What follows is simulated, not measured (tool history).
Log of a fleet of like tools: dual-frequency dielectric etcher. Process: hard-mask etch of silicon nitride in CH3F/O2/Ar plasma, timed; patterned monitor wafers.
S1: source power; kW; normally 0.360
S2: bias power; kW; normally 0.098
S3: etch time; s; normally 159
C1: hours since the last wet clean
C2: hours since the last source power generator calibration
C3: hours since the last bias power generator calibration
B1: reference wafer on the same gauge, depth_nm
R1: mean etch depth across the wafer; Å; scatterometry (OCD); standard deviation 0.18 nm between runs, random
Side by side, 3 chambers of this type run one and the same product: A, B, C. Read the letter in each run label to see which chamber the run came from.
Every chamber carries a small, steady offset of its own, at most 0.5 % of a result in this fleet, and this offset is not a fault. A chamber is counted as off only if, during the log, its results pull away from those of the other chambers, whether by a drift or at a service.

{"day": 0.242, "done": "chamber B: wet clean of the chamber"}
{"run": "1C", "day": 0.354, "S1": 0.36, "S2": 0.098, "S3": 159, "C1": 463.3, "C2": 700.0, "C3": 397.8, "B1": 122.94, "R1": 1199.4}
{"day": 0.642, "done": "chamber A: wet clean of the chamber"}
{"run": "2B", "day": 0.692, "S1": 0.36, "S2": 0.098, "S3": 159, "C1": 10.9, "C2": 1359.6, "C3": 4843.7, "B1": 122.9, "R1": 1188.3}
{"day": 1.021, "done": "chamber C: wet clean of the chamber"}
{"run": "3A", "day": 1.1, "S1": 0.36, "S2": 0.098, "S3": 159, "C1": 11.1, "C2": 2082.9, "C3": 147.8, "B1": 122.82, "R1": 1183.5}
{"run": "4C", "day": 1.475, "S1": 0.36, "S2": 0.098, "S3": 159, "C1": 10.9, "C2": 726.9, "C3": 424.7, "B1": 122.85, "R1": 1196.4}
{"run": "5A", "day": 1.792, "S1": 0.36, "S2": 0.098, "S3": 159, "C1": 27.7, "C2": 2099.5, "C3": 164.4, "B1": 122.88, "R1": 1185.8}
{"run": "6B", "day": 2.162, "S1": 0.36, "S2": 0.098, "S3": 159, "C1": 46.2, "C2": 1394.9, "C3": 4879.0, "B1": 122.8, "R1": 1186.6}
{"run": "7C", "day": 2.583, "S1": 0.36, "S2": 0.098, "S3": 159, "C1": 37.5, "C2": 753.5, "C3": 451.3, "B1": 122.73, "R1": 1194.8}
{"run": "8A", "day": 2.912, "S1": 0.36, "S2": 0.098, "S3": 159, "C1": 54.6, "C2": 2126.4, "C3": 191.3, "B1": 122.7, "R1": 1182.3}
{"run": "9B", "day": 3.221, "S1": 0.36, "S2": 0.098, "S3": 159, "C1": 71.6, "C2": 1420.3, "C3": 4904.4, "B1": 122.66, "R1": 1186.7}
{"run": "10A", "day": 3.629, "S1": 0.36, "S2": 0.098, "S3": 159, "C1": 71.8, "C2": 2143.6, "C3": 208.5, "B1": 122.61, "R1": 1186.5}
{"run": "11B", "day": 4.088, "S1": 0.36, "S2": 0.098, "S3": 159, "C1": 92.4, "C2": 1441.1, "C3": 4925.2, "B1": 122.57, "R1": 1185.6}
{"run": "12C", "day": 4.492, "S1": 0.36, "S2": 0.098, "S3": 159, "C1": 83.3, "C2": 799.3, "C3": 497.1, "B1": 122.59, "R1": 1193.0}
{"run": "13B", "day": 4.979, "S1": 0.43, "S2": 0.098, "S3": 118, "C1": 113.8, "C2": 1462.5, "C3": 4946.6, "B1": 122.53, "R1": 939.39}
{"run": "14C", "day": 5.383, "S1": 0.43, "S2": 0.098, "S3": 118, "C1": 104.7, "C2": 820.7, "C3": 518.5, "B1": 122.46, "R1": 949.84}
{"run": "15A", "day": 5.683, "S1": 0.43, "S2": 0.098, "S3": 118, "C1": 121.1, "C2": 2192.9, "C3": 257.8, "B1": 122.4, "R1": 936.23}
{"run": "16A", "day": 6.067, "S1": 0.36, "S2": 0.098, "S3": 159, "C1": 130.3, "C2": 2202.1, "C3": 267.0, "B1": 122.43, "R1": 1183.2}
{"run": "17B", "day": 6.375, "S1": 0.36, "S2": 0.098, "S3": 159, "C1": 147.3, "C2": 1496.0, "C3": 4980.1, "B1": 122.34, "R1": 1187.3}
{"run": "18C", "day": 6.638, "S1": 0.36, "S2": 0.082, "S3": 193, "C1": 134.8, "C2": 850.8, "C3": 548.6, "B1": 122.33, "R1": 1358.8}
{"run": "19A", "day": 6.967, "S1": 0.36, "S2": 0.082, "S3": 193, "C1": 151.9, "C2": 2223.7, "C3": 288.6, "B1": 122.35, "R1": 1344.5}
{"run": "20C", "day": 7.212, "S1": 0.36, "S2": 0.082, "S3": 193, "C1": 148.6, "C2": 864.6, "C3": 562.4, "B1": 122.3, "R1": 1358.2}
{"run": "21B", "day": 7.504, "S1": 0.36, "S2": 0.098, "S3": 159, "C1": 174.4, "C2": 1523.1, "C3": 5007.2, "B1": 122.26, "R1": 1181.6}

Predict what each chamber gives when all 3 of them run the settings below next.
{"run": "22A", "day": 7.867, "S1": 0.36, "S2": 0.098, "S3": 159, "R1": "?"}
{"run": "22B", "day": 7.867, "S1": 0.36, "S2": 0.098, "S3": 159, "R1": "?"}
{"run": "22C", "day": 7.867, "S1": 0.36, "S2": 0.098, "S3": 159, "R1": "?"}

run=22A R1=1182.20
run=22B R1=1180.10
run=22C R1=1191.50
